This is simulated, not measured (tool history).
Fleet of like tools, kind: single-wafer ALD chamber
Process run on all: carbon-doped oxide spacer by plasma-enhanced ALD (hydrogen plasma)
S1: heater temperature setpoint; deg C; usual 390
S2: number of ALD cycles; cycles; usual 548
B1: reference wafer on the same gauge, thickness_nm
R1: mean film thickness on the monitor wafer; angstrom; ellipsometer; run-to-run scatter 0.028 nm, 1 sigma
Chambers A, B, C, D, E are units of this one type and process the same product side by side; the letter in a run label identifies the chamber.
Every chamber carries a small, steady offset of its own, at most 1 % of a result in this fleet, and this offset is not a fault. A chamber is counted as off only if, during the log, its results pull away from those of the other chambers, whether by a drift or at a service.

run	hour	S1	S2	B1	R1
1C	7.3	390	548	22.501	273.76
2A	18.4	390	548	22.493	276.04
3B	29	390	548	22.495	274.77
4D	37.8	390	548	22.497	274.51
5E	46.4	390	626	22.49	311.27
6E	52.3	390	626	22.482	311.32
7D	60.6	390	626	22.481	312.76
8B	70.3	390	626	22.48	313.46
9A	82.7	390	626	22.478	314.74
10C	92.4	390	548	22.472	274.35
11E	103.7	390	548	22.475	272.32
12B	111.5	390	548	22.463	274.37
13D	119.3	390	548	22.463	274.43
14C	127.2	390	548	22.464	274.49
15A	134	390	548	22.461	275.37
16D	140.7	390	548	22.456	273.78
17C	153	390	548	22.455	273.62
18A	164.2	390	548	22.452	275.43
19B	175.1	390	548	22.454	274.65
20E	184.4	390	548	22.445	271.83
21A	193.6	390	548	22.448	274.98
22B	203.3	390	548	22.439	273.99
23D	210	390	548	22.443	273.46
24E	221	377	548	22.429	271.95
25C	227.2	377	548	22.434	273.21
26A	232.7	377	548	22.432	275.16
27D	245	377	548	22.425	273.22
28E	254.8	377	548	22.427	271.68
# hour 263.9: chamber D: thermocouple changed; heater temperature recalibrated
29B	267.1	390	548	22.427	273.82
30C	276.7	390	548	22.419	273.36
31B	283.4	390	548	22.421	273.83
32A	292.5	390	548	22.416	275.26
33E	297.9	382	447	22.413	221.46
34C	304.2	382	447	22.414	222.62
35D	310.2	382	447	22.409	222.92
36D	320.6	382	447	22.404	223.16

All chambers now run identical settings, listed one chamber a line with results as question marks. What results will each chamber show?
37A	329.6	390	548		?
37B	329.6	390	548		?
37C	329.6	390	548		?
37D	329.6	390	548		?
37E	329.6	390	548		?

run	R1
37A	274.67
37B	273.23
37C	273.08
37D	272.72
37E	271.54
